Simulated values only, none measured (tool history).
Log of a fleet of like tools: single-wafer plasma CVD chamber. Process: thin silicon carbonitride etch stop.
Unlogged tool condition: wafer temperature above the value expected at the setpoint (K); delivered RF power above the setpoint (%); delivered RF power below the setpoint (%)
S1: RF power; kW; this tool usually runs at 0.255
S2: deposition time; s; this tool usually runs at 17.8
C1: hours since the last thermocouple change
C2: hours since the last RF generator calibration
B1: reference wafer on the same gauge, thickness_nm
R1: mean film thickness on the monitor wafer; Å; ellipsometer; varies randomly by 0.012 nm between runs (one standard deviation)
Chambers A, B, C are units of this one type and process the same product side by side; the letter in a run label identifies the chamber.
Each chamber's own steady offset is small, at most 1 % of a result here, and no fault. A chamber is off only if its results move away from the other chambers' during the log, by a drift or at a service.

run	hour	S1	S2	C1	C2	B1	R1
1C	3.9	0.255	17.8	940.0	560.5	12.197	108.88
2B	8.5	0.255	17.8	1524.1	1587.0	12.200	110.20
3A	15.7	0.255	17.8	291.4	632.1	12.204	108.85
4C	23.0	0.255	17.8	959.1	579.6	12.205	109.18
5B	27.9	0.255	17.8	1543.5	1606.4	12.204	109.95
6A	35.5	0.255	17.8	311.2	651.9	12.203	108.87
7A	40.6	0.255	17.8	316.3	657.0	12.213	108.70
8B	46.8	0.255	17.8	1562.4	1625.3	12.212	110.28
9C	53.8	0.255	17.8	989.9	610.4	12.211	109.04
10C	59.3	0.255	17.8	995.4	615.9	12.213	108.90
11B	65.4	0.255	17.8	1581.0	1643.9	12.218	110.23
12A	70.8	0.255	17.8	346.5	687.2	12.215	108.86
13A	78.9	0.255	17.8	354.6	695.3	12.217	108.86
14C	87.2	0.255	17.8	1023.3	643.8	12.217	108.86
15B	91.6	0.255	17.8	1607.2	1670.1	12.220	110.26
16B	95.6	0.255	17.8	1611.2	1674.1	12.221	110.21
17C	101.9	0.255	17.8	1038.0	658.5	12.223	108.92
18A	110.3	0.255	17.8	386.0	726.7	12.222	108.92
19A	116.0	0.255	17.8	391.7	732.4	12.228	108.88
20B	119.9	0.255	17.8	1635.5	1698.4	12.229	110.37
21C	128.1	0.255	17.8	1064.2	684.7	12.228	109.38
22B	133.1	0.255	20.0	1648.7	1711.6	12.234	123.66
23C	137.5	0.255	20.0	1073.6	694.1	12.229	122.53
24A	141.9	0.255	20.0	417.6	758.3	12.228	122.40
25B	149.4	0.255	17.8	1665.0	1727.9	12.235	110.39
26C	155.1	0.255	17.8	1091.2	711.7	12.235	109.00
27A	161.9	0.255	17.8	437.6	778.3	12.235	108.97
28C	166.2	0.290	16.6	1102.3	722.8	12.236	106.04
29B	171.4	0.290	16.6	1687.0	1749.9	12.233	107.09
30A	179.0	0.290	16.6	454.7	795.4	12.237	105.80
31B	184.6	0.270	20.8	1700.2	1763.1	12.240	130.96
32A	193.0	0.270	20.8	468.7	809.4	12.238	129.78
33C	201.0	0.270	20.8	1137.1	757.6	12.240	129.83
34C	207.6	0.305	20.0	1143.7	764.2	12.248	129.77
35A	212.2	0.305	20.0	487.9	828.6	12.245	129.22
36B	216.1	0.305	20.0	1731.7	1794.6	12.247	130.87
37A	222.1	0.255	17.8	497.8	838.5	12.249	109.47
38B	228.5	0.255	17.8	1744.1	1807.0	12.250	110.61
39C	236.3	0.255	17.8	1172.4	792.9	12.248	109.07
40A	241.9	0.255	17.8	517.6	858.3	12.252	109.36
41B	249.6	0.255	17.8	1765.2	1828.1	12.254	110.53

One chamber off, gauge drift, or nothing amiss beyond the chambers' own small offsets? If it is a chamber, which one, and what is the likeliest cause?

Every chamber seems to shift together because the gauge that measures them all drifts; the chambers themselves are fine.
What lies behind it: gauge reads high (%) = 0.445.
